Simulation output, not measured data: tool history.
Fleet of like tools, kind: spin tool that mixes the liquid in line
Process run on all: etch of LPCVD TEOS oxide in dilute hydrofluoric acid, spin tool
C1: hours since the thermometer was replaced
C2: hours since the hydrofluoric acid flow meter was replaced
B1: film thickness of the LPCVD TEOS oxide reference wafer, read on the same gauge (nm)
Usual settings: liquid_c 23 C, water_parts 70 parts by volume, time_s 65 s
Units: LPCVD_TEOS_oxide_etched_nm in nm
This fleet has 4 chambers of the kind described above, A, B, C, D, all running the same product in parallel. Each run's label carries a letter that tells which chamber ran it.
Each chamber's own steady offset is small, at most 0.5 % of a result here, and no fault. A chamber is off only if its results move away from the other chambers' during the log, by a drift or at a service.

{"run": "1C", "day": 0.433, "liquid_c": 23, "water_parts": 70, "time_s": 65, "C1": 1496.6, "C2": 200.5, "B1": 100.02, "LPCVD_TEOS_oxide_etched_nm": 16.026}
{"run": "2A", "day": 0.917, "liquid_c": 23, "water_parts": 70, "time_s": 65, "C1": 613.2, "C2": 558, "B1": 100.02, "LPCVD_TEOS_oxide_etched_nm": 16.244}
{"run": "3B", "day": 1.233, "liquid_c": 23, "water_parts": 70, "time_s": 65, "C1": 1527, "C2": 97.9, "B1": 99.998, "LPCVD_TEOS_oxide_etched_nm": 15.944}
{"run": "4D", "day": 1.642, "liquid_c": 23, "water_parts": 70, "time_s": 65, "C1": 1530.6, "C2": 1226.7, "B1": 99.965, "LPCVD_TEOS_oxide_etched_nm": 16.235}
{"run": "5C", "day": 2.075, "liquid_c": 23, "water_parts": 70, "time_s": 65, "C1": 1536, "C2": 239.9, "B1": 100.01, "LPCVD_TEOS_oxide_etched_nm": 16.158}
{"run": "6D", "day": 2.604, "liquid_c": 23, "water_parts": 70, "time_s": 65, "C1": 1553.7, "C2": 1249.8, "B1": 100.01, "LPCVD_TEOS_oxide_etched_nm": 16.267}
{"day": 2.908, "done": "chamber C: thermometer replaced"}
{"run": "7B", "day": 3.15, "liquid_c": 23, "water_parts": 70, "time_s": 65, "C1": 1573, "C2": 143.9, "B1": 100.03, "LPCVD_TEOS_oxide_etched_nm": 16.091}
{"run": "8A", "day": 3.592, "liquid_c": 23, "water_parts": 70, "time_s": 65, "C1": 677.4, "C2": 622.2, "B1": 100.01, "LPCVD_TEOS_oxide_etched_nm": 16.199}
{"run": "9B", "day": 4.112, "liquid_c": 25, "water_parts": 100, "time_s": 65, "C1": 1596.1, "C2": 167, "B1": 99.994, "LPCVD_TEOS_oxide_etched_nm": 11.711}
{"run": "10A", "day": 4.617, "liquid_c": 25, "water_parts": 100, "time_s": 65, "C1": 702, "C2": 646.8, "B1": 100.04, "LPCVD_TEOS_oxide_etched_nm": 11.845}
{"run": "11D", "day": 5.125, "liquid_c": 25, "water_parts": 100, "time_s": 65, "C1": 1614.2, "C2": 1310.3, "B1": 100.02, "LPCVD_TEOS_oxide_etched_nm": 11.669}
{"run": "12C", "day": 5.558, "liquid_c": 25, "water_parts": 100, "time_s": 65, "C1": 63.6, "C2": 323.5, "B1": 99.992, "LPCVD_TEOS_oxide_etched_nm": 11.62}
{"run": "13B", "day": 6.012, "liquid_c": 23, "water_parts": 70, "time_s": 65, "C1": 1641.7, "C2": 212.6, "B1": 100, "LPCVD_TEOS_oxide_etched_nm": 16.157}
{"run": "14D", "day": 6.296, "liquid_c": 23, "water_parts": 70, "time_s": 65, "C1": 1642.3, "C2": 1338.4, "B1": 100.02, "LPCVD_TEOS_oxide_etched_nm": 16.063}
{"run": "15C", "day": 6.675, "liquid_c": 23, "water_parts": 70, "time_s": 90, "C1": 90.4, "C2": 350.3, "B1": 100.01, "LPCVD_TEOS_oxide_etched_nm": 22.474}
{"run": "16A", "day": 7.038, "liquid_c": 23, "water_parts": 70, "time_s": 90, "C1": 760.1, "C2": 704.9, "B1": 99.989, "LPCVD_TEOS_oxide_etched_nm": 22.301}
{"run": "17A", "day": 7.358, "liquid_c": 23, "water_parts": 70, "time_s": 90, "C1": 767.8, "C2": 712.6, "B1": 100.02, "LPCVD_TEOS_oxide_etched_nm": 22.637}
{"run": "18C", "day": 7.883, "liquid_c": 23, "water_parts": 70, "time_s": 90, "C1": 119.4, "C2": 379.3, "B1": 100.01, "LPCVD_TEOS_oxide_etched_nm": 22.191}
{"run": "19B", "day": 8.238, "liquid_c": 23, "water_parts": 70, "time_s": 65, "C1": 1695.1, "C2": 266, "B1": 100.01, "LPCVD_TEOS_oxide_etched_nm": 16.089}
{"run": "20D", "day": 8.758, "liquid_c": 23, "water_parts": 70, "time_s": 65, "C1": 1701.4, "C2": 1397.5, "B1": 100.01, "LPCVD_TEOS_oxide_etched_nm": 16.051}
{"run": "21D", "day": 9.133, "liquid_c": 26, "water_parts": 85, "time_s": 65, "C1": 1710.4, "C2": 1406.5, "B1": 99.998, "LPCVD_TEOS_oxide_etched_nm": 14.917}
{"run": "22C", "day": 9.425, "liquid_c": 26, "water_parts": 85, "time_s": 65, "C1": 156.4, "C2": 416.3, "B1": 99.986, "LPCVD_TEOS_oxide_etched_nm": 14.773}
{"run": "23A", "day": 9.962, "liquid_c": 26, "water_parts": 85, "time_s": 65, "C1": 830.3, "C2": 775.1, "B1": 99.995, "LPCVD_TEOS_oxide_etched_nm": 14.53}
{"run": "24B", "day": 10.2, "liquid_c": 26, "water_parts": 85, "time_s": 65, "C1": 1742.2, "C2": 313.1, "B1": 99.988, "LPCVD_TEOS_oxide_etched_nm": 14.651}
{"run": "25C", "day": 10.512, "liquid_c": 21, "water_parts": 70, "time_s": 45, "C1": 182.5, "C2": 442.4, "B1": 99.996, "LPCVD_TEOS_oxide_etched_nm": 10.164}
{"run": "26B", "day": 10.938, "liquid_c": 21, "water_parts": 70, "time_s": 45, "C1": 1759.9, "C2": 330.8, "B1": 99.99, "LPCVD_TEOS_oxide_etched_nm": 10.2}
{"run": "27D", "day": 11.288, "liquid_c": 21, "water_parts": 70, "time_s": 45, "C1": 1762.1, "C2": 1458.2, "B1": 99.975, "LPCVD_TEOS_oxide_etched_nm": 10.108}
{"day": 11.558, "done": "chamber D: thermometer replaced"}
{"run": "28A", "day": 11.721, "liquid_c": 21, "water_parts": 70, "time_s": 45, "C1": 872.5, "C2": 817.3, "B1": 100.01, "LPCVD_TEOS_oxide_etched_nm": 10.194}
{"run": "29C", "day": 12.208, "liquid_c": 23, "water_parts": 70, "time_s": 65, "C1": 223.2, "C2": 483.1, "B1": 99.987, "LPCVD_TEOS_oxide_etched_nm": 16.075}
{"run": "30D", "day": 12.712, "liquid_c": 23, "water_parts": 70, "time_s": 65, "C1": 27.7, "C2": 1492.4, "B1": 99.99, "LPCVD_TEOS_oxide_etched_nm": 16.036}
{"run": "31B", "day": 13.129, "liquid_c": 23, "water_parts": 70, "time_s": 65, "C1": 1812.5, "C2": 383.4, "B1": 100.01, "LPCVD_TEOS_oxide_etched_nm": 16.086}
{"run": "32A", "day": 13.504, "liquid_c": 23, "water_parts": 70, "time_s": 65, "C1": 915.3, "C2": 860.1, "B1": 100.01, "LPCVD_TEOS_oxide_etched_nm": 16.07}
{"run": "33B", "day": 13.946, "liquid_c": 23, "water_parts": 70, "time_s": 65, "C1": 1832.1, "C2": 403, "B1": 99.983, "LPCVD_TEOS_oxide_etched_nm": 15.957}
{"run": "34C", "day": 14.346, "liquid_c": 23, "water_parts": 70, "time_s": 65, "C1": 274.5, "C2": 534.4, "B1": 100, "LPCVD_TEOS_oxide_etched_nm": 16.057}

Read the log: is a single chamber off, either drifting away or since a service, is the gauge that measures every chamber drifting, or is nothing wrong beyond small per-chamber offsets? Name any odd chamber and what most likely caused it.

Neither any chamber nor the gauge drifts; the chambers differ only by their own small, steady offsets.
